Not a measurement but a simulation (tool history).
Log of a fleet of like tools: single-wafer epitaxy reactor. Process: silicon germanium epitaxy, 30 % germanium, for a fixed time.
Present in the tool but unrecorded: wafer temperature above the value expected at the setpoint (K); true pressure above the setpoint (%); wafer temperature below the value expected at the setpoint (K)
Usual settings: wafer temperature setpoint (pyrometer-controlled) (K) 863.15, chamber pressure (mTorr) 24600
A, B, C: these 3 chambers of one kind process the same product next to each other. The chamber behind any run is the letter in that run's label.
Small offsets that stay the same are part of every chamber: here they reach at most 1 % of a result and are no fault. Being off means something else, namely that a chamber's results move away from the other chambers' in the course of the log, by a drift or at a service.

run	hour	wafer temperature setpoint (pyrometer-controlled) (K)	chamber pressure (mTorr)	hours since the last pyrometer calibration	hours since the last manometer calibration	read-back reference wafer on the same gauge, thickness_nm	mean film thickness on the monitor wafer (nm)
1B	6.7	863.15	24600	342	670.3	50.214	53.594
2A	13.1	863.15	24600	851.9	237.5	50.206	53.37
3C	20.2	863.15	24600	465.1	1310.9	50.213	52.811
4B	28.2	863.15	24600	363.5	691.8	50.211	53.699
5A	36.6	863.15	24600	875.4	261	50.23	53.311
6C	44.1	863.15	24600	489	1334.8	50.234	52.807
7C	53.1	853.15	24600	498	1343.8	50.25	43.79
8B	61.6	853.15	24600	396.9	725.2	50.25	44.583
9A	67.4	853.15	24600	906.2	291.8	50.26	44.244
10A	75.3	863.15	24600	914.1	299.7	50.267	53.41
11C	79.9	863.15	24600	524.8	1370.6	50.261	52.785
12B	86.5	863.15	24600	421.8	750.1	50.284	53.72
13A	93.9	863.15	24600	932.7	318.3	50.303	53.507
14B	98.8	863.15	24600	434.1	762.4	50.292	53.627
15C	106.6	863.15	24600	551.5	1397.3	50.303	52.89
16A	114.3	863.15	29000	953.1	338.7	50.285	57.09
17C	122.3	863.15	29000	567.2	1413	50.325	56.584
18B	131.3	863.15	29000	466.6	794.9	50.332	57.529
19C	138.3	863.15	24600	583.2	1429	50.336	52.95
20B	146.6	863.15	24600	481.9	810.2	50.351	53.64
21A	152.3	863.15	24600	991.1	376.7	50.34	53.383
22A	156.7	857.15	29000	995.5	381.1	50.34	51.086
23B	164.6	857.15	29000	499.9	828.2	50.355	51.511
24C	169.8	857.15	29000	614.7	1460.5	50.359	50.524
25A	176.5	863.15	24600	1015.3	400.9	50.386	53.441
26C	182.7	863.15	24600	627.6	1473.4	50.389	52.937
27B	187.8	863.15	24600	523.1	851.4	50.393	53.896
28A	195.5	863.15	24600	1034.3	419.9	50.393	53.58
29C	203.8	863.15	24600	648.7	1494.5	50.405	52.954
30B	209.2	863.15	24600	544.5	872.8	50.383	53.919
31C	213.5	863.15	24600	658.4	1504.2	50.407	52.995
32A	221.6	863.15	24600	1060.4	446	50.425	53.535
33B	227.9	863.15	24600	563.2	891.5	50.417	53.853
34B	231.9	863.15	24600	567.2	895.5	50.427	53.894
35C	237.7	863.15	24600	682.6	1528.4	50.429	52.917
36A	242.9	870.15	24600	1081.7	467.3	50.457	61.083
37A	248.2	870.15	24600	1087	472.6	50.436	61.03
38B	253.6	870.15	24600	588.9	917.2	50.451	61.175
39C	262	863.15	24600	706.9	1552.7	50.44	52.874

Which is it: a chamber that has drifted or been left off by a service, a gauge drift common to all chambers, or only each chamber's usual small offset? If a chamber is off, name it and its likeliest cause.

None of the chambers is off. What moves is the gauge, dragging all their readings along together.
Likeliest cause: gauge reads high (%) = 0.521.
